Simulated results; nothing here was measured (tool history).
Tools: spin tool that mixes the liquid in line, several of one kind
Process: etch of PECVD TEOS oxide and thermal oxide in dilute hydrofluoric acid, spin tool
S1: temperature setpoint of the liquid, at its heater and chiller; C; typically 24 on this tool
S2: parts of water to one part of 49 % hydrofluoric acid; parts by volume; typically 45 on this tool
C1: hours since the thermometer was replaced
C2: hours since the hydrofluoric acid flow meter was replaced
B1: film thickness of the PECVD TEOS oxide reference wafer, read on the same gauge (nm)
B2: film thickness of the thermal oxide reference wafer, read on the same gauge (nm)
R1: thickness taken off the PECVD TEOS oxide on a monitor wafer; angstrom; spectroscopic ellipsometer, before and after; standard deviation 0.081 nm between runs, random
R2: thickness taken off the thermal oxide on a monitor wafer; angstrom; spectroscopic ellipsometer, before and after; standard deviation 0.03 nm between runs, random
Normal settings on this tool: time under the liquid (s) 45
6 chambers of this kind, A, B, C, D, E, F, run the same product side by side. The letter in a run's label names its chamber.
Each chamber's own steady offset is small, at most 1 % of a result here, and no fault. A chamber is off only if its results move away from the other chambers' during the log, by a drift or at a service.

{"run": "1E", "day": 0.567, "S1": 24, "S2": 45, "time under the liquid (s)": 45, "C1": 454.0, "C2": 1537.7, "B1": 69.974, "B2": 29.984, "R1": 172.21, "R2": 50.568}
{"run": "2C", "day": 0.912, "S1": 24, "S2": 45, "time under the liquid (s)": 45, "C1": 263.5, "C2": 241.8, "B1": 69.994, "B2": 29.995, "R1": 173.49, "R2": 50.241}
{"run": "3B", "day": 1.342, "S1": 24, "S2": 45, "time under the liquid (s)": 45, "C1": 1064.4, "C2": 1087.5, "B1": 70.003, "B2": 30.015, "R1": 171.62, "R2": 49.983}
{"run": "4D", "day": 1.775, "S1": 24, "S2": 45, "time under the liquid (s)": 45, "C1": 738.0, "C2": 44.4, "B1": 70.003, "B2": 30.009, "R1": 172.88, "R2": 50.418}
{"run": "5A", "day": 2.108, "S1": 21, "S2": 65, "time under the liquid (s)": 45, "C1": 243.7, "C2": 178.2, "B1": 69.978, "B2": 29.972, "R1": 101.95, "R2": 30.192}
{"run": "6F", "day": 2.379, "S1": 21, "S2": 65, "time under the liquid (s)": 45, "C1": 856.1, "C2": 850.2, "B1": 70.001, "B2": 29.97, "R1": 100.79, "R2": 30.174}
{"run": "7F", "day": 2.854, "S1": 21, "S2": 65, "time under the liquid (s)": 45, "C1": 867.5, "C2": 861.6, "B1": 70.013, "B2": 30.016, "R1": 101.78, "R2": 29.944}
{"run": "8C", "day": 3.325, "S1": 21, "S2": 65, "time under the liquid (s)": 45, "C1": 321.4, "C2": 299.7, "B1": 69.987, "B2": 29.966, "R1": 101.93, "R2": 30.515}
{"run": "9A", "day": 3.9, "S1": 21, "S2": 65, "time under the liquid (s)": 45, "C1": 286.7, "C2": 221.2, "B1": 69.982, "B2": 29.999, "R1": 102.05, "R2": 30.171}
{"run": "10D", "day": 4.271, "S1": 21, "S2": 65, "time under the liquid (s)": 45, "C1": 797.9, "C2": 104.3, "B1": 70.024, "B2": 30.018, "R1": 101.66, "R2": 30.209}
{"run": "11E", "day": 4.762, "S1": 24, "S2": 45, "time under the liquid (s)": 45, "C1": 554.7, "C2": 1638.4, "B1": 70.037, "B2": 30.033, "R1": 172.45, "R2": 51.206}
{"run": "12B", "day": 5.308, "S1": 24, "S2": 45, "time under the liquid (s)": 65, "C1": 1159.6, "C2": 1182.7, "B1": 70.016, "B2": 30.003, "R1": 247.4, "R2": 72.525}
{"run": "13C", "day": 5.558, "S1": 24, "S2": 45, "time under the liquid (s)": 65, "C1": 375.0, "C2": 353.3, "B1": 69.985, "B2": 30.033, "R1": 249.08, "R2": 73.879}
{"run": "14B", "day": 6.042, "S1": 24, "S2": 45, "time under the liquid (s)": 65, "C1": 1177.2, "C2": 1200.3, "B1": 70.004, "B2": 30.017, "R1": 245.0, "R2": 72.349}
{"run": "15D", "day": 6.517, "S1": 24, "S2": 45, "time under the liquid (s)": 65, "C1": 851.8, "C2": 158.2, "B1": 69.995, "B2": 29.986, "R1": 246.11, "R2": 73.442}
{"run": "16A", "day": 7.071, "S1": 24, "S2": 45, "time under the liquid (s)": 65, "C1": 362.8, "C2": 297.3, "B1": 69.995, "B2": 30.017, "R1": 245.71, "R2": 71.963}
{"day": 7.375, "done": "chamber E: thermometer replaced"}
{"run": "17F", "day": 7.525, "S1": 24, "S2": 45, "time under the liquid (s)": 65, "C1": 979.6, "C2": 973.7, "B1": 69.985, "B2": 29.993, "R1": 244.98, "R2": 72.702}
{"run": "18E", "day": 7.775, "S1": 24, "S2": 45, "time under the liquid (s)": 45, "C1": 9.7, "C2": 1710.7, "B1": 69.985, "B2": 30.021, "R1": 171.78, "R2": 50.478}
{"day": 7.971, "done": "chamber E: hydrofluoric acid flow meter replaced"}
{"run": "19F", "day": 8.129, "S1": 24, "S2": 45, "time under the liquid (s)": 45, "C1": 994.1, "C2": 988.2, "B1": 69.977, "B2": 29.996, "R1": 169.6, "R2": 50.523}
{"run": "20A", "day": 8.4, "S1": 24, "S2": 45, "time under the liquid (s)": 45, "C1": 394.7, "C2": 329.2, "B1": 70.011, "B2": 29.988, "R1": 170.16, "R2": 50.189}
{"run": "21B", "day": 8.688, "S1": 24, "S2": 45, "time under the liquid (s)": 45, "C1": 1240.7, "C2": 1263.8, "B1": 70.041, "B2": 29.991, "R1": 170.85, "R2": 50.255}
{"run": "22E", "day": 9.083, "S1": 24, "S2": 45, "time under the liquid (s)": 45, "C1": 41.1, "C2": 26.8, "B1": 69.985, "B2": 29.975, "R1": 170.71, "R2": 50.798}
{"run": "23D", "day": 9.562, "S1": 24, "S2": 45, "time under the liquid (s)": 45, "C1": 924.9, "C2": 231.3, "B1": 69.991, "B2": 29.988, "R1": 172.02, "R2": 50.393}
{"run": "24C", "day": 9.862, "S1": 24, "S2": 65, "time under the liquid (s)": 65, "C1": 478.3, "C2": 456.6, "B1": 70.015, "B2": 30.007, "R1": 167.7, "R2": 50.293}
{"run": "25C", "day": 10.142, "S1": 24, "S2": 65, "time under the liquid (s)": 65, "C1": 485.0, "C2": 463.3, "B1": 70.009, "B2": 29.96, "R1": 167.57, "R2": 49.66}
{"run": "26B", "day": 10.654, "S1": 24, "S2": 65, "time under the liquid (s)": 65, "C1": 1287.9, "C2": 1311.0, "B1": 69.985, "B2": 30.013, "R1": 166.87, "R2": 48.719}
{"run": "27D", "day": 11.058, "S1": 24, "S2": 65, "time under the liquid (s)": 65, "C1": 960.8, "C2": 267.2, "B1": 70.017, "B2": 30.002, "R1": 166.29, "R2": 49.225}
{"day": 11.071, "done": "chamber F: hydrofluoric acid flow meter replaced"}
{"run": "28A", "day": 11.629, "S1": 24, "S2": 65, "time under the liquid (s)": 65, "C1": 472.2, "C2": 406.7, "B1": 69.984, "B2": 30.039, "R1": 166.65, "R2": 48.973}
{"run": "29E", "day": 11.933, "S1": 24, "S2": 65, "time under the liquid (s)": 65, "C1": 109.5, "C2": 95.2, "B1": 69.979, "B2": 30.003, "R1": 166.55, "R2": 49.411}
{"run": "30F", "day": 12.271, "S1": 24, "S2": 45, "time under the liquid (s)": 45, "C1": 1093.5, "C2": 28.8, "B1": 69.979, "B2": 30.013, "R1": 170.65, "R2": 50.664}
{"run": "31C", "day": 12.533, "S1": 24, "S2": 45, "time under the liquid (s)": 45, "C1": 542.4, "C2": 520.7, "B1": 69.986, "B2": 29.972, "R1": 171.24, "R2": 50.962}
{"run": "32E", "day": 13.1, "S1": 24, "S2": 60, "time under the liquid (s)": 20, "C1": 137.5, "C2": 123.2, "B1": 69.998, "B2": 30.017, "R1": 56.121, "R2": 16.359}
{"run": "33B", "day": 13.633, "S1": 24, "S2": 60, "time under the liquid (s)": 20, "C1": 1359.4, "C2": 1382.5, "B1": 70.02, "B2": 30.022, "R1": 55.283, "R2": 16.412}
{"run": "34D", "day": 14.183, "S1": 24, "S2": 60, "time under the liquid (s)": 20, "C1": 1035.8, "C2": 342.2, "B1": 70.009, "B2": 29.969, "R1": 55.833, "R2": 16.643}
{"run": "35F", "day": 14.733, "S1": 24, "S2": 60, "time under the liquid (s)": 20, "C1": 1152.6, "C2": 87.9, "B1": 70.015, "B2": 29.997, "R1": 55.395, "R2": 16.441}
{"run": "36A", "day": 15.221, "S1": 24, "S2": 60, "time under the liquid (s)": 20, "C1": 558.4, "C2": 492.9, "B1": 69.991, "B2": 29.988, "R1": 56.014, "R2": 16.323}
{"run": "37D", "day": 15.733, "S1": 24, "S2": 60, "time under the liquid (s)": 20, "C1": 1073.0, "C2": 379.4, "B1": 70.042, "B2": 30.001, "R1": 56.305, "R2": 16.516}
{"run": "38E", "day": 16.225, "S1": 24, "S2": 45, "time under the liquid (s)": 45, "C1": 212.5, "C2": 198.2, "B1": 70.058, "B2": 30.018, "R1": 170.41, "R2": 51.165}
{"run": "39F", "day": 16.525, "S1": 24, "S2": 45, "time under the liquid (s)": 45, "C1": 1195.6, "C2": 130.9, "B1": 70.039, "B2": 30.026, "R1": 169.83, "R2": 50.506}

For the next run the whole fleet of 6 chambers uses the same settings. Give each chamber's results:
{"run": "40A", "day": 16.942, "S1": 21, "S2": 45, "time under the liquid (s)": 45, "R1": "?", "R2": "?"}
{"run": "40B", "day": 16.942, "S1": 21, "S2": 45, "time under the liquid (s)": 45, "R1": "?", "R2": "?"}
{"run": "40C", "day": 16.942, "S1": 21, "S2": 45, "time under the liquid (s)": 45, "R1": "?", "R2": "?"}
{"run": "40D", "day": 16.942, "S1": 21, "S2": 45, "time under the liquid (s)": 45, "R1": "?", "R2": "?"}
{"run": "40E", "day": 16.942, "S1": 21, "S2": 45, "time under the liquid (s)": 45, "R1": "?", "R2": "?"}
{"run": "40F", "day": 16.942, "S1": 21, "S2": 45, "time under the liquid (s)": 45, "R1": "?", "R2": "?"}

run=40A R1=150.010 R2=44.162
run=40B R1=150.290 R2=44.367
run=40C R1=151.390 R2=45.158
run=40D R1=151.760 R2=45.103
run=40E R1=152.080 R2=44.228
run=40F R1=149.970 R2=44.688
